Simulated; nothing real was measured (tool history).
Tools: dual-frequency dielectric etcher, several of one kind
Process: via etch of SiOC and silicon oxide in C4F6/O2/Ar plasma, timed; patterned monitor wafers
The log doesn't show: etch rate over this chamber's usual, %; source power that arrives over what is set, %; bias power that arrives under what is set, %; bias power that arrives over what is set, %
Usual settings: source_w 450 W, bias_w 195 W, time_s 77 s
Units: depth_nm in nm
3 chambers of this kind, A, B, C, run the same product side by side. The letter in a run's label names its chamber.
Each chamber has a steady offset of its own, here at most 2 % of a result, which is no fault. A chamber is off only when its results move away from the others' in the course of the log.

run,hour,source_w,bias_w,time_s,hours since the last wet clean,hours since the last source power generator calibration,hours since the last bias power generator calibration,"read-back reference wafer on the same gauge, depth_nm",depth_nm
1B,4.2,450,195,77,363.3,24.9,4310.3,104.91,93.453
2A,8.1,450,195,77,117.9,1898.1,983,105.09,92.677
3C,10.7,450,195,77,361.6,1076,1801.5,104.93,95.422
4C,15.4,450,195,77,366.3,1080.7,1806.2,105.02,94.765
5B,19.5,450,195,77,378.6,40.2,4325.6,104.95,92.834
6A,22.1,450,195,77,131.9,1912.1,997,105.1,92.02
7C,25.2,450,195,77,376.1,1090.5,1816,104.98,95.457
8A,30.1,450,195,77,139.9,1920.1,1005,104.94,92.738
9B,35.7,450,195,77,394.8,56.4,4341.8,104.89,92.782
10B,40.8,450,195,77,399.9,61.5,4346.9,105.03,93.971
11A,43.7,450,195,77,153.5,1933.7,1018.6,104.96,92.909
12C,46.9,450,195,77,397.8,1112.2,1837.7,104.81,96.707
13A,50,450,195,77,159.8,1940,1024.9,105.04,92.932
# hour 51.9: chamber B: wet clean of the chamber
14B,52.8,450,195,77,0.9,73.5,4358.9,104.89,93.909
15C,57.2,450,195,77,408.1,1122.5,1848,104.84,94.969
16C,60.6,450,195,77,411.5,1125.9,1851.4,104.95,95.863
# hour 62.9: chamber C: wet clean of the chamber
17A,63.4,450,233,77,173.2,1953.4,1038.3,105.11,98.492
18B,68.3,450,233,77,16.4,89,4374.4,104.93,98.354
19B,72.9,450,233,77,21,93.6,4379,105.28,98.449
20A,76.1,450,195,77,185.9,1966.1,1051,105,92.971
21C,79.7,450,195,77,16.9,1145,1870.5,104.79,99.915
22B,84.6,450,195,77,32.7,105.3,4390.7,104.99,93.79
23A,89,450,195,77,198.8,1979,1063.9,105.05,92.598
24C,91.6,450,195,77,28.8,1156.9,1882.4,104.95,99.103
25B,95.8,450,195,77,43.9,116.5,4401.9,104.97,93.208
26C,98.4,450,195,77,35.6,1163.7,1889.2,105.02,99
27A,103.6,450,195,77,213.4,1993.6,1078.5,105.09,93.546
28C,108.9,450,195,77,46.1,1174.2,1899.7,105.05,100.02
29A,114.6,370,213,77,224.4,2004.6,1089.5,105.12,88.275
30B,118.4,370,213,77,66.5,139.1,4424.5,105.12,89.201
31B,123.1,370,213,77,71.2,143.8,4429.2,105.14,89.561
32C,125.7,450,195,77,62.9,1191,1916.5,105.09,99.148
33A,130.3,450,195,77,240.1,2020.3,1105.2,104.94,92.886
34B,133.6,450,195,77,81.7,154.3,4439.7,104.9,93.621
35A,136.9,450,195,68,246.7,2026.9,1111.8,104.95,81.453

Is one chamber off against the others, does the gauge drift, or is nothing wrong? If a chamber is off, say which, and what the likeliest cause is.

A service left chamber C off against the others.
Cause: etch rate over this chamber's usual, % = 4.39.

Here are 4 candidates for chamber C's next run, each the usual settings with a change, their results left as question marks. Which one brings its results back in line with what the others give on the usual settings?
In line means no further than this from the other chambers' mean on the usual settings: depth_nm 2.1 nm
36C-1,141.1,450,198,81.5,,,,,?
36C-2,141.1,440,191,70.5,,,,,?
36C-3,141.1,450,195,85,,,,,?
36C-4,141.1,440,195,72.5,,,,,?

The other chambers' mean on the usual settings: depth_nm 93.198 nm
run,depth_nm
36C-1,105.35
36C-2,89.29
36C-3,109.33
36C-4,92.45
36C-4 brings the chamber back in line.
